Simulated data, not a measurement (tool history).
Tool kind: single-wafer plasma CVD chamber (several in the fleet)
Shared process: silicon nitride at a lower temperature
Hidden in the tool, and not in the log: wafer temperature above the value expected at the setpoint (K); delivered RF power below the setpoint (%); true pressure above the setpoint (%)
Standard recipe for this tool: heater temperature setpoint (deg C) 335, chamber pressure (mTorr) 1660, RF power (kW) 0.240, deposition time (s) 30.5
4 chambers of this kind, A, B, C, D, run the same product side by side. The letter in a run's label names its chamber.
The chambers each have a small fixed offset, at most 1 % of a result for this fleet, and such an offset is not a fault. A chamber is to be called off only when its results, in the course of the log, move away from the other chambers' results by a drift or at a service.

| run | hour | heater temperature setpoint (deg C) | chamber pressure (mTorr) | RF power (kW) | deposition time (s) | hours since the last thermocouple change | hours since the last RF generator calibration | hours since the last manometer calibration | read-back reference wafer on the same gauge, thickness_nm | mean film thickness on the monitor wafer (angstrom) |
|---|---|---|---|---|---|---|---|---|---|---|
| 1B | 2.1 | 335 | 1660 | 0.240 | 30.5 | 1017.0 | 1466.9 | 1191.2 | 26.398 | 308.64 |
| 2C | 4.9 | 335 | 1660 | 0.240 | 30.5 | 392.9 | 708.3 | 134.4 | 26.399 | 313.92 |
| 3D | 7.6 | 335 | 1660 | 0.240 | 30.5 | 2174.4 | 357.7 | 1465.7 | 26.388 | 309.75 |
| 4A | 10.0 | 335 | 1660 | 0.240 | 30.5 | 968.0 | 541.7 | 70.1 | 26.400 | 309.02 |
| 5A | 12.3 | 335 | 1660 | 0.240 | 30.5 | 970.3 | 544.0 | 72.4 | 26.411 | 309.26 |
| 6D | 15.1 | 335 | 1990 | 0.240 | 30.5 | 2181.9 | 365.2 | 1473.2 | 26.374 | 327.04 |
| 7B | 17.0 | 335 | 1990 | 0.240 | 30.5 | 1031.9 | 1481.8 | 1206.1 | 26.416 | 325.50 |
| 8C | 19.9 | 335 | 1990 | 0.240 | 30.5 | 407.9 | 723.3 | 149.4 | 26.384 | 329.09 |
| 9D | 23.6 | 335 | 1990 | 0.240 | 30.5 | 2190.4 | 373.7 | 1481.7 | 26.412 | 325.90 |
| 10B | 27.1 | 335 | 1660 | 0.240 | 30.5 | 1042.0 | 1491.9 | 1216.2 | 26.392 | 309.58 |
| 11A | 31.2 | 335 | 1660 | 0.240 | 30.5 | 989.2 | 562.9 | 91.3 | 26.400 | 310.57 |
| 12C | 34.4 | 335 | 1660 | 0.240 | 30.5 | 422.4 | 737.8 | 163.9 | 26.405 | 313.17 |
| 13B | 38.3 | 335 | 1660 | 0.215 | 30.5 | 1053.2 | 1503.1 | 1227.4 | 26.382 | 284.97 |
| 14C | 40.5 | 335 | 1660 | 0.215 | 30.5 | 428.5 | 743.9 | 170.0 | 26.389 | 289.25 |
| 15D | 43.6 | 335 | 1660 | 0.215 | 30.5 | 2210.4 | 393.7 | 1501.7 | 26.388 | 284.36 |
| 16A | 46.7 | 335 | 1660 | 0.215 | 30.5 | 1004.7 | 578.4 | 106.8 | 26.403 | 283.56 |
| 17A | 48.7 | 335 | 1660 | 0.240 | 30.5 | 1006.7 | 580.4 | 108.8 | 26.405 | 307.94 |
| 18C | 50.8 | 335 | 1660 | 0.240 | 30.5 | 438.8 | 754.2 | 180.3 | 26.384 | 314.42 |
| 19B | 55.0 | 335 | 1660 | 0.240 | 30.5 | 1069.9 | 1519.8 | 1244.1 | 26.414 | 309.85 |
| 20D | 58.8 | 335 | 1660 | 0.240 | 30.5 | 2225.6 | 408.9 | 1516.9 | 26.404 | 306.91 |
| 21B | 60.9 | 335 | 1870 | 0.240 | 36.4 | 1075.8 | 1525.7 | 1250.0 | 26.422 | 382.28 |
| 22C | 63.3 | 335 | 1870 | 0.240 | 36.4 | 451.3 | 766.7 | 192.8 | 26.401 | 386.17 |
| 23A | 66.5 | 335 | 1870 | 0.240 | 36.4 | 1024.5 | 598.2 | 126.6 | 26.394 | 381.80 |
| 24D | 69.6 | 335 | 1870 | 0.240 | 36.4 | 2236.4 | 419.7 | 1527.7 | 26.411 | 375.72 |
| 25A | 73.1 | 335 | 1660 | 0.240 | 30.5 | 1031.1 | 604.8 | 133.2 | 26.387 | 308.68 |
| 26C | 76.4 | 335 | 1850 | 0.240 | 30.5 | 464.4 | 779.8 | 205.9 | 26.393 | 322.46 |
| 27B | 79.0 | 335 | 1850 | 0.240 | 30.5 | 1093.9 | 1543.8 | 1268.1 | 26.407 | 319.11 |
| 28D | 82.2 | 335 | 1850 | 0.240 | 30.5 | 2249.0 | 432.3 | 1540.3 | 26.413 | 314.49 |
| 29A | 84.2 | 335 | 1850 | 0.240 | 30.5 | 1042.2 | 615.9 | 144.3 | 26.396 | 318.28 |
| 30D | 86.5 | 335 | 1660 | 0.240 | 30.5 | 2253.3 | 436.6 | 1544.6 | 26.385 | 304.45 |
| 31C | 88.7 | 335 | 1660 | 0.240 | 30.5 | 476.7 | 792.1 | 218.2 | 26.397 | 313.67 |
| 32B | 91.6 | 335 | 1660 | 0.210 | 30.5 | 1106.5 | 1556.4 | 1280.7 | 26.401 | 280.61 |
| 33B | 95.9 | 335 | 1660 | 0.210 | 30.5 | 1110.8 | 1560.7 | 1285.0 | 26.420 | 280.06 |
| 34A | 99.5 | 335 | 1660 | 0.210 | 30.5 | 1057.5 | 631.2 | 159.6 | 26.386 | 279.48 |
| 35C | 102.9 | 335 | 1660 | 0.210 | 30.5 | 490.9 | 806.3 | 232.4 | 26.413 | 284.35 |
| 36D | 106.4 | 335 | 1660 | 0.240 | 30.5 | 2273.2 | 456.5 | 1564.5 | 26.395 | 303.57 |
| 37C | 108.6 | 335 | 1660 | 0.240 | 30.5 | 496.6 | 812.0 | 238.1 | 26.407 | 314.15 |
| 38A | 111.7 | 335 | 1660 | 0.240 | 30.5 | 1069.7 | 643.4 | 171.8 | 26.380 | 309.23 |
| 39B | 113.8 | 335 | 1660 | 0.240 | 30.5 | 1128.7 | 1578.6 | 1302.9 | 26.379 | 310.93 |
| 40D | 117.7 | 335 | 1660 | 0.240 | 30.5 | 2284.5 | 467.8 | 1575.8 | 26.408 | 302.48 |
| 41C | 119.7 | 335 | 1660 | 0.240 | 30.5 | 507.7 | 823.1 | 249.2 | 26.419 | 312.63 |

All chambers now run identical settings, listed one chamber a line with results as question marks. What results will each chamber show?
| 42A | 122.8 | 335 | 1930 | 0.240 | 30.5 |  |  |  |  | ? |
| 42B | 122.8 | 335 | 1930 | 0.240 | 30.5 |  |  |  |  | ? |
| 42C | 122.8 | 335 | 1930 | 0.240 | 30.5 |  |  |  |  | ? |
| 42D | 122.8 | 335 | 1930 | 0.240 | 30.5 |  |  |  |  | ? |

| run | mean film thickness on the monitor wafer (angstrom) |
|---|---|
| 42A | 321.89 |
| 42B | 321.62 |
| 42C | 327.57 |
| 42D | 313.32 |

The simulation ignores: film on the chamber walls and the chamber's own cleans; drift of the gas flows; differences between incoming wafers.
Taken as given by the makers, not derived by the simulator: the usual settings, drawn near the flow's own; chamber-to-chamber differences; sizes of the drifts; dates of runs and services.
